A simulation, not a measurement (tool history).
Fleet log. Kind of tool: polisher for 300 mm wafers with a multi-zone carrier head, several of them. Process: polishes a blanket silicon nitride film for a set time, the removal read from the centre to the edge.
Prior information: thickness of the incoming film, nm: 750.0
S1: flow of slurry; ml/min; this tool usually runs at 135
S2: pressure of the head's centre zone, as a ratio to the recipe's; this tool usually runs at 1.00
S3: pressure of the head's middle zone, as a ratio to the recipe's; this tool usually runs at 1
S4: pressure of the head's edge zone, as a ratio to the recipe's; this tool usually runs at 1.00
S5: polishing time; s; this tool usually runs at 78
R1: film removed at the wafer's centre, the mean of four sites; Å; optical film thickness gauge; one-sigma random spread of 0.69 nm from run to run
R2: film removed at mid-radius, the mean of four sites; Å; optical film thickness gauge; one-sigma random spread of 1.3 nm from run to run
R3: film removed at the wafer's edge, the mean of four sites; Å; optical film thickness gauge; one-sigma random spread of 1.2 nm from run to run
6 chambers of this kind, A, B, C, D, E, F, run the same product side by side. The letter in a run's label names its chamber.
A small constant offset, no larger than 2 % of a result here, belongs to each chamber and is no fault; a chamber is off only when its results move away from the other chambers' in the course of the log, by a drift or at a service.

{"run": "1A", "hour": 11.0, "S1": 135, "S2": 1.0, "S3": 1, "S4": 1.0, "S5": 78, "R1": 1102.9, "R2": 1099.7, "R3": 1092.8}
{"run": "2F", "hour": 20.2, "S1": 135, "S2": 1.0, "S3": 1, "S4": 1.0, "S5": 78, "R1": 1099.5, "R2": 1092.7, "R3": 1065.0}
{"hour": 25.9, "done": "chamber A: worn pad replaced by a new one"}
{"run": "3D", "hour": 32.9, "S1": 135, "S2": 1.0, "S3": 1, "S4": 1.0, "S5": 78, "R1": 1094.0, "R2": 1098.8, "R3": 1109.9}
{"hour": 33.1, "done": "chamber E: worn pad replaced by a new one"}
{"hour": 34.1, "done": "chamber F: worn pad replaced by a new one"}
{"run": "4C", "hour": 46.3, "S1": 135, "S2": 1.0, "S3": 1, "S4": 1.0, "S5": 78, "R1": 1092.6, "R2": 1080.0, "R3": 1062.7}
{"run": "5E", "hour": 55.2, "S1": 135, "S2": 1.0, "S3": 1, "S4": 1.0, "S5": 78, "R1": 1102.9, "R2": 1092.0, "R3": 1086.4}
{"hour": 57.6, "done": "chamber F: slurry nozzle cleaned"}
{"hour": 65.2, "done": "chamber A: slurry nozzle cleaned"}
{"hour": 67.0, "done": "chamber C: worn pad replaced by a new one"}
{"run": "6B", "hour": 69.3, "S1": 135, "S2": 1.0, "S3": 1, "S4": 1.0, "S5": 78, "R1": 1084.6, "R2": 1094.5, "R3": 1087.7}
{"hour": 73.2, "done": "chamber C: edge zone pressure recalibrated"}
{"run": "7A", "hour": 76.8, "S1": 135, "S2": 0.93, "S3": 1, "S4": 1.0, "S5": 78, "R1": 1007.1, "R2": 1079.3, "R3": 1101.0}
{"run": "8F", "hour": 85.6, "S1": 135, "S2": 0.93, "S3": 1, "S4": 1.0, "S5": 78, "R1": 999.98, "R2": 1079.2, "R3": 1072.8}
{"run": "9D", "hour": 99.8, "S1": 135, "S2": 0.93, "S3": 1, "S4": 1.0, "S5": 78, "R1": 1017.4, "R2": 1093.9, "R3": 1117.7}
{"run": "10C", "hour": 106.7, "S1": 135, "S2": 0.93, "S3": 1, "S4": 1.0, "S5": 78, "R1": 1009.7, "R2": 1093.9, "R3": 1069.4}
{"hour": 109.9, "done": "chamber B: worn pad replaced by a new one"}
{"run": "11B", "hour": 118.2, "S1": 135, "S2": 0.93, "S3": 1, "S4": 1.0, "S5": 78, "R1": 1019.2, "R2": 1099.4, "R3": 1095.1}
{"hour": 127.7, "done": "chamber A: worn pad replaced by a new one"}
{"hour": 128.9, "done": "chamber D: worn pad replaced by a new one"}
{"run": "12E", "hour": 130.1, "S1": 135, "S2": 0.93, "S3": 1, "S4": 1.0, "S5": 78, "R1": 1003.6, "R2": 1097.6, "R3": 1106.9}
{"run": "13B", "hour": 144.9, "S1": 135, "S2": 1.0, "S3": 1, "S4": 1.0, "S5": 78, "R1": 1091.9, "R2": 1094.1, "R3": 1112.5}
{"run": "14F", "hour": 154.5, "S1": 135, "S2": 1.0, "S3": 1, "S4": 1.0, "S5": 78, "R1": 1084.7, "R2": 1076.7, "R3": 1105.9}
{"run": "15E", "hour": 165.1, "S1": 135, "S2": 1.0, "S3": 1, "S4": 1.0, "S5": 78, "R1": 1068.2, "R2": 1086.5, "R3": 1100.4}
{"hour": 165.4, "done": "chamber F: worn pad replaced by a new one"}
{"hour": 169.4, "done": "chamber C: worn pad replaced by a new one"}
{"run": "16A", "hour": 172.6, "S1": 135, "S2": 1.0, "S3": 1, "S4": 1.0, "S5": 78, "R1": 1098.3, "R2": 1059.7, "R3": 1088.2}
{"hour": 186.8, "done": "chamber E: worn pad replaced by a new one"}
{"run": "17D", "hour": 187.8, "S1": 135, "S2": 1.0, "S3": 1, "S4": 1.0, "S5": 78, "R1": 1091.3, "R2": 1076.7, "R3": 1103.0}
{"run": "18C", "hour": 202.0, "S1": 135, "S2": 1.11, "S3": 1, "S4": 1.0, "S5": 78, "R1": 1209.1, "R2": 1105.3, "R3": 1062.7}
{"run": "19B", "hour": 212.7, "S1": 135, "S2": 1.11, "S3": 1, "S4": 1.0, "S5": 78, "R1": 1228.1, "R2": 1069.2, "R3": 1094.4}
{"run": "20F", "hour": 223.5, "S1": 135, "S2": 1.11, "S3": 1, "S4": 1.0, "S5": 78, "R1": 1222.3, "R2": 1094.2, "R3": 1079.6}
{"hour": 224.0, "done": "chamber A: worn pad replaced by a new one"}
{"run": "21E", "hour": 235.5, "S1": 135, "S2": 1.11, "S3": 1, "S4": 1.0, "S5": 78, "R1": 1209.3, "R2": 1086.3, "R3": 1096.4}
{"run": "22D", "hour": 246.8, "S1": 135, "S2": 1.11, "S3": 1, "S4": 1.0, "S5": 78, "R1": 1234.3, "R2": 1087.1, "R3": 1110.7}
{"hour": 252.3, "done": "chamber E: centre zone pressure recalibrated"}
{"run": "23A", "hour": 261.2, "S1": 135, "S2": 1.11, "S3": 1, "S4": 1.0, "S5": 78, "R1": 1234.3, "R2": 1082.2, "R3": 1096.3}
{"hour": 271.7, "done": "chamber F: edge zone pressure recalibrated"}
{"run": "24C", "hour": 271.9, "S1": 135, "S2": 1.0, "S3": 1, "S4": 1.0, "S5": 78, "R1": 1061.1, "R2": 1080.8, "R3": 1058.8}
{"hour": 273.3, "done": "chamber C: worn pad replaced by a new one"}
{"run": "25F", "hour": 279.0, "S1": 135, "S2": 1.0, "S3": 1, "S4": 1.0, "S5": 78, "R1": 1096.4, "R2": 1093.5, "R3": 1063.4}
{"run": "26B", "hour": 286.2, "S1": 135, "S2": 1.0, "S3": 1, "S4": 0.94, "S5": 70, "R1": 979.29, "R2": 1000.2, "R3": 953.03}
{"run": "27C", "hour": 295.3, "S1": 135, "S2": 1.0, "S3": 1, "S4": 0.94, "S5": 70, "R1": 958.5, "R2": 966.71, "R3": 908.38}
{"hour": 295.4, "done": "chamber D: worn pad replaced by a new one"}
{"hour": 298.5, "done": "chamber F: worn pad replaced by a new one"}
{"hour": 309.6, "done": "chamber B: worn pad replaced by a new one"}
{"run": "28D", "hour": 311.3, "S1": 135, "S2": 1.0, "S3": 1, "S4": 0.94, "S5": 70, "R1": 998.7, "R2": 959.02, "R3": 951.49}
{"hour": 312.6, "done": "chamber D: centre zone pressure recalibrated"}
{"hour": 323.6, "done": "chamber A: worn pad replaced by a new one"}
{"hour": 325.2, "done": "chamber E: slurry nozzle cleaned"}
{"run": "29A", "hour": 327.2, "S1": 135, "S2": 1.0, "S3": 1, "S4": 0.94, "S5": 70, "R1": 981.21, "R2": 985.39, "R3": 955.59}
{"run": "30E", "hour": 341.5, "S1": 135, "S2": 1.0, "S3": 1, "S4": 0.94, "S5": 70, "R1": 963.76, "R2": 980.9, "R3": 934.41}
{"hour": 349.4, "done": "chamber E: worn pad replaced by a new one"}
{"run": "31B", "hour": 350.6, "S1": 135, "S2": 1.0, "S3": 1, "S4": 0.94, "S5": 70, "R1": 985.18, "R2": 982.61, "R3": 956.36}
{"run": "32C", "hour": 358.4, "S1": 110, "S2": 1.0, "S3": 1, "S4": 1.0, "S5": 78, "R1": 977.23, "R2": 997.42, "R3": 993.32}
{"hour": 365.5, "done": "chamber D: edge zone pressure recalibrated"}
{"hour": 367.1, "done": "chamber C: worn pad replaced by a new one"}
{"run": "33E", "hour": 372.7, "S1": 110, "S2": 1.0, "S3": 1, "S4": 1.0, "S5": 78, "R1": 1041.3, "R2": 1034.4, "R3": 1057.7}
{"run": "34D", "hour": 385.4, "S1": 110, "S2": 1.0, "S3": 1, "S4": 1.0, "S5": 78, "R1": 1038.9, "R2": 1045.1, "R3": 1064.9}
{"run": "35A", "hour": 395.8, "S1": 110, "S2": 1.0, "S3": 1, "S4": 1.0, "S5": 78, "R1": 1035.8, "R2": 1039.9, "R3": 1064.4}
{"run": "36F", "hour": 406.4, "S1": 110, "S2": 1.0, "S3": 1, "S4": 1.0, "S5": 78, "R1": 1041.9, "R2": 1059.5, "R3": 1057.9}
{"hour": 418.8, "done": "chamber F: worn pad replaced by a new one"}
{"run": "37B", "hour": 421.4, "S1": 110, "S2": 1.0, "S3": 1, "S4": 1.0, "S5": 78, "R1": 1036.4, "R2": 1058.3, "R3": 1070.1}
{"hour": 428.2, "done": "chamber A: worn pad replaced by a new one"}
{"run": "38E", "hour": 429.1, "S1": 135, "S2": 1.0, "S3": 1, "S4": 1.0, "S5": 78, "R1": 1097.9, "R2": 1086.9, "R3": 1093.3}
{"run": "39D", "hour": 440.1, "S1": 135, "S2": 1.0, "S3": 1, "S4": 1.0, "S5": 78, "R1": 1095.5, "R2": 1081.8, "R3": 1097.1}
{"run": "40F", "hour": 448.2, "S1": 135, "S2": 1.0, "S3": 1, "S4": 1.08, "S5": 78, "R1": 1089.0, "R2": 1082.7, "R3": 1128.0}
{"hour": 456.9, "done": "chamber C: worn pad replaced by a new one"}
{"run": "41C", "hour": 462.1, "S1": 135, "S2": 1.0, "S3": 1, "S4": 1.08, "S5": 78, "R1": 1022.9, "R2": 1017.5, "R3": 1063.5}
{"run": "42A", "hour": 476.6, "S1": 135, "S2": 1.0, "S3": 1, "S4": 1.08, "S5": 78, "R1": 1107.7, "R2": 1094.2, "R3": 1149.5}

One chamber off, gauge drift, or nothing amiss beyond the chambers' own small offsets? If it is a chamber, which one, and what is the likeliest cause?

One chamber, C, drifts off from the rest bit by bit.
Cause: slurry flow missing at the pad, % = 22.2.

Here are 4 candidates for chamber C's next run, each the usual settings with a change, their results left as question marks. Which one brings its results back in line with what the others give on the usual settings?
Counts as in line when no further than this from what the other chambers average on the usual settings: R1 24.00 Å; R2 47.00 Å; R3 44.00 Å
{"run": "43C-1", "hour": 488.0, "S1": 135, "S2": 1.0, "S3": 0.99, "S4": 1.01, "S5": 83, "R1": "?", "R2": "?", "R3": "?"}
{"run": "43C-2", "hour": 488.0, "S1": 135, "S2": 1.0, "S3": 1.01, "S4": 0.99, "S5": 73, "R1": "?", "R2": "?", "R3": "?"}
{"run": "43C-3", "hour": 488.0, "S1": 135, "S2": 1.0, "S3": 1.0, "S4": 1.0, "S5": 76, "R1": "?", "R2": "?", "R3": "?"}
{"run": "43C-4", "hour": 488.0, "S1": 135, "S2": 1.0, "S3": 1.0, "S4": 1.0, "S5": 80, "R1": "?", "R2": "?", "R3": "?"}

The mean the other chambers reach with the usual settings: R1 1091.90 Å; R2 1090.30 Å; R3 1096.70 Å
run=43C-1 R1=1092.10 R2=1100.30 R3=1096.70
run=43C-2 R1=960.65 R2=985.56 R3=954.03
run=43C-3 R1=1000.00 R2=1016.80 R3=998.71
run=43C-4 R1=1052.70 R2=1070.30 R3=1051.30
43C-1 puts the chamber back in line with the other chambers.
